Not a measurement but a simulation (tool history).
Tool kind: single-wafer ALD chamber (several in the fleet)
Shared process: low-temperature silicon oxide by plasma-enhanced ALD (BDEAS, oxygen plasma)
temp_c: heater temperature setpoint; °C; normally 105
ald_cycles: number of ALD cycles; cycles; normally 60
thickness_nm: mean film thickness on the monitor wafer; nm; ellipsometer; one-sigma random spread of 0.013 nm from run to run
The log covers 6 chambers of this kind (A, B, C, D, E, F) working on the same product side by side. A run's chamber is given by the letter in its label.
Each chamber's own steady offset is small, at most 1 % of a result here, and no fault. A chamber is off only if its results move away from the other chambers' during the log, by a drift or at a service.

run	hour	temp_c	ald_cycles	read-back reference wafer on the same gauge, thickness_nm	thickness_nm
1B	6.8	105	60	9.7686	8.5121
# hour 8: chamber C: thermocouple changed; heater temperature recalibrated
2E	16.3	105	60	9.7659	8.431
3C	26	105	60	9.7646	8.5563
4D	35.8	105	60	9.7645	8.4317
5A	42.7	105	60	9.7615	8.4639
6F	48.5	105	60	9.7618	8.4907
7B	58.8	105	60	9.7569	8.5022
8F	69.2	105	60	9.7578	8.4991
9D	79.8	105	60	9.7541	8.4542
10E	88.4	105	60	9.7519	8.419
11C	94.1	105	60	9.7522	8.5241
12A	100	105	60	9.751	8.4784
13D	110.4	105	60	9.7491	8.4423
14C	116.8	105	60	9.7479	8.5388
15F	125.7	105	60	9.745	8.4799
16E	134.8	105	60	9.7459	8.4264
17A	143.4	105	60	9.7421	8.482
18B	150.7	105	60	9.7443	8.4815
19E	155.7	105	60	9.7407	8.4151
20B	160.7	105	60	9.7394	8.4622
21F	168.5	105	60	9.7394	8.4899
22A	175.6	105	60	9.7373	8.4792
23C	184.8	105	60	9.7325	8.5207
24D	192.7	105	60	9.7295	8.4452
25C	198.4	105	60	9.7306	8.508
26F	204.3	105	60	9.7324	8.4674
27A	215.1	105	60	9.7291	8.4678
# hour 218: chamber E: thermocouple changed; heater temperature recalibrated
28B	222	105	60	9.7234	8.4684
29E	231	105	60	9.7269	8.4026
30D	238.6	105	60	9.727	8.4031
31F	246.6	105	60	9.7181	8.478
32D	252.5	105	60	9.7206	8.4297
33B	260.4	105	60	9.7204	8.4597
34C	268.7	105	60	9.7165	8.5005
35E	278.2	105	60	9.7155	8.3788
36A	286.4	105	60	9.7146	8.4467
37B	292.3	105	60	9.711	8.4478
38C	302	105	70	9.713	9.9106

Is one chamber out of step, is the gauge drifting, or do the chambers differ by no more than their own small offsets? For an off chamber, give its letter and the likeliest cause.

Gauge drift. The chambers move together only on paper, and none stands off.
Likeliest cause: gauge reads low (%) = 0.61.
